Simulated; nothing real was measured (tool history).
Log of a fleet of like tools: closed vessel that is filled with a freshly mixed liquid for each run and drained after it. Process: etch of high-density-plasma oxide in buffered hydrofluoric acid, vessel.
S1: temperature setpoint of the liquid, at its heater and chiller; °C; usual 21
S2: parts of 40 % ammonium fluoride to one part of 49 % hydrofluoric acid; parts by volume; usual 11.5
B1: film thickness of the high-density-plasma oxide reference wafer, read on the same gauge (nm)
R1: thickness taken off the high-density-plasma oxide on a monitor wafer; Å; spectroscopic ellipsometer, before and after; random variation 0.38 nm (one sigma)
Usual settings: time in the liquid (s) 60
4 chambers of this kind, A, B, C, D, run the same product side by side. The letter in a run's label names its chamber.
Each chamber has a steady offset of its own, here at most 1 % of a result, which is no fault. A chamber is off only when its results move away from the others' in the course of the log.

{"run": "1D", "hour": 4.1, "S1": 21, "S2": 11.5, "time in the liquid (s)": 60, "B1": 90.004, "R1": 962.28}
{"run": "2A", "hour": 9.3, "S1": 21, "S2": 11.5, "time in the liquid (s)": 60, "B1": 89.991, "R1": 975.07}
{"run": "3C", "hour": 11.9, "S1": 21, "S2": 11.5, "time in the liquid (s)": 60, "B1": 90.007, "R1": 955.48}
{"run": "4B", "hour": 14.6, "S1": 21, "S2": 11.5, "time in the liquid (s)": 60, "B1": 90.011, "R1": 951.42}
{"run": "5C", "hour": 17.9, "S1": 21, "S2": 11.5, "time in the liquid (s)": 60, "B1": 90.009, "R1": 967.52}
{"run": "6D", "hour": 20.6, "S1": 21, "S2": 11.5, "time in the liquid (s)": 60, "B1": 90.01, "R1": 964.63}
{"run": "7B", "hour": 23.7, "S1": 21, "S2": 11.5, "time in the liquid (s)": 60, "B1": 90.004, "R1": 949.84}
{"run": "8A", "hour": 28.2, "S1": 21, "S2": 11.5, "time in the liquid (s)": 60, "B1": 89.995, "R1": 968.53}
{"run": "9A", "hour": 31.0, "S1": 21, "S2": 11.5, "time in the liquid (s)": 60, "B1": 90.023, "R1": 962.74}
{"run": "10B", "hour": 34.4, "S1": 21, "S2": 11.5, "time in the liquid (s)": 60, "B1": 89.98, "R1": 953.4}
{"run": "11C", "hour": 37.4, "S1": 21, "S2": 11.5, "time in the liquid (s)": 60, "B1": 89.976, "R1": 948.72}
{"run": "12D", "hour": 42.7, "S1": 21, "S2": 11.5, "time in the liquid (s)": 60, "B1": 90.025, "R1": 967.19}
{"run": "13C", "hour": 45.0, "S1": 21, "S2": 11.5, "time in the liquid (s)": 60, "B1": 90.007, "R1": 957.16}
{"run": "14A", "hour": 48.2, "S1": 21, "S2": 11.5, "time in the liquid (s)": 45, "B1": 90.002, "R1": 726.54}
{"run": "15B", "hour": 51.2, "S1": 21, "S2": 11.5, "time in the liquid (s)": 45, "B1": 89.982, "R1": 717.58}
{"run": "16D", "hour": 53.9, "S1": 21, "S2": 11.5, "time in the liquid (s)": 45, "B1": 89.997, "R1": 728.14}
{"run": "17A", "hour": 58.5, "S1": 21, "S2": 11.5, "time in the liquid (s)": 45, "B1": 90.008, "R1": 724.16}
{"run": "18D", "hour": 61.9, "S1": 21, "S2": 13, "time in the liquid (s)": 60, "B1": 90.016, "R1": 853.71}
{"run": "19C", "hour": 65.4, "S1": 21, "S2": 13, "time in the liquid (s)": 60, "B1": 90.003, "R1": 853.06}
{"run": "20B", "hour": 68.6, "S1": 21, "S2": 13, "time in the liquid (s)": 60, "B1": 90.015, "R1": 846.84}
{"run": "21C", "hour": 72.4, "S1": 21, "S2": 13, "time in the liquid (s)": 60, "B1": 89.993, "R1": 847.12}
{"run": "22A", "hour": 76.7, "S1": 21, "S2": 11.5, "time in the liquid (s)": 60, "B1": 89.998, "R1": 967.68}
{"run": "23B", "hour": 81.1, "S1": 21, "S2": 11.5, "time in the liquid (s)": 60, "B1": 89.99, "R1": 958.93}
{"run": "24D", "hour": 85.2, "S1": 21, "S2": 11.5, "time in the liquid (s)": 60, "B1": 90, "R1": 972.83}
{"run": "25C", "hour": 89.8, "S1": 21, "S2": 11.5, "time in the liquid (s)": 60, "B1": 89.983, "R1": 955.21}
{"run": "26D", "hour": 92.3, "S1": 17.5, "S2": 16, "time in the liquid (s)": 60, "B1": 90.01, "R1": 578.07}
{"run": "27B", "hour": 97.6, "S1": 17.5, "S2": 16, "time in the liquid (s)": 60, "B1": 90, "R1": 572.36}
{"run": "28A", "hour": 100.8, "S1": 17.5, "S2": 16, "time in the liquid (s)": 60, "B1": 89.983, "R1": 581.35}
{"run": "29B", "hour": 104.1, "S1": 17.5, "S2": 16, "time in the liquid (s)": 60, "B1": 90.014, "R1": 567.37}
{"run": "30D", "hour": 106.4, "S1": 21, "S2": 11.5, "time in the liquid (s)": 60, "B1": 89.984, "R1": 982.38}
{"hour": 107.8, "done": "chamber A: hydrofluoric acid flow meter replaced"}
{"run": "31A", "hour": 110.7, "S1": 21, "S2": 11.5, "time in the liquid (s)": 60, "B1": 89.995, "R1": 969.38}
{"run": "32C", "hour": 114.7, "S1": 21, "S2": 11.5, "time in the liquid (s)": 60, "B1": 89.997, "R1": 956.31}
{"run": "33D", "hour": 117.1, "S1": 21, "S2": 11.5, "time in the liquid (s)": 60, "B1": 90.008, "R1": 983.56}
{"run": "34B", "hour": 122.0, "S1": 21, "S2": 11.5, "time in the liquid (s)": 60, "B1": 89.986, "R1": 954.65}
{"run": "35A", "hour": 125.8, "S1": 21, "S2": 11.5, "time in the liquid (s)": 60, "B1": 90.024, "R1": 967.23}
{"run": "36C", "hour": 130.5, "S1": 21, "S2": 11.5, "time in the liquid (s)": 60, "B1": 89.994, "R1": 956.68}
{"run": "37D", "hour": 133.4, "S1": 21, "S2": 11.5, "time in the liquid (s)": 60, "B1": 90.018, "R1": 987.19}
{"run": "38A", "hour": 138.3, "S1": 21, "S2": 11.5, "time in the liquid (s)": 60, "B1": 89.996, "R1": 969.8}
{"run": "39C", "hour": 142.1, "S1": 21, "S2": 11.5, "time in the liquid (s)": 60, "B1": 90.01, "R1": 962.51}
{"run": "40B", "hour": 147.2, "S1": 21, "S2": 11.5, "time in the liquid (s)": 60, "B1": 89.993, "R1": 954.24}

What goes on in this fleet: one chamber off, a drifting gauge, or nothing beyond the chambers' own small offsets? Name the chamber and the cause, if any.

Chamber D drifts away from the others.
Cause: hydrofluoric acid flow above the setpoint (%) = 2.89.
The log may not tell that from: liquid hotter than its thermometer reads (K).

Here are 4 candidates for chamber D's next run, each the usual settings with a change, their results left as question marks. Which one brings its results back in line with what the others give on the usual settings?
In line means no further than this from the other chambers' mean on the usual settings: R1 13 Å
{"run": "41D-1", "hour": 151.0, "S1": 20, "S2": 11.5, "time in the liquid (s)": 60, "R1": "?"}
{"run": "41D-2", "hour": 151.0, "S1": 21.5, "S2": 11.5, "time in the liquid (s)": 60, "R1": "?"}
{"run": "41D-3", "hour": 151.0, "S1": 20.5, "S2": 11.5, "time in the liquid (s)": 60, "R1": "?"}
{"run": "41D-4", "hour": 151.0, "S1": 22, "S2": 11.5, "time in the liquid (s)": 60, "R1": "?"}

The other chambers' mean on the usual settings: R1 960.2 Å
run=41D-1 R1=935.2
run=41D-2 R1=1015.6
run=41D-3 R1=961.71
run=41D-4 R1=1044.1
41D-3 brings the chamber back in line.

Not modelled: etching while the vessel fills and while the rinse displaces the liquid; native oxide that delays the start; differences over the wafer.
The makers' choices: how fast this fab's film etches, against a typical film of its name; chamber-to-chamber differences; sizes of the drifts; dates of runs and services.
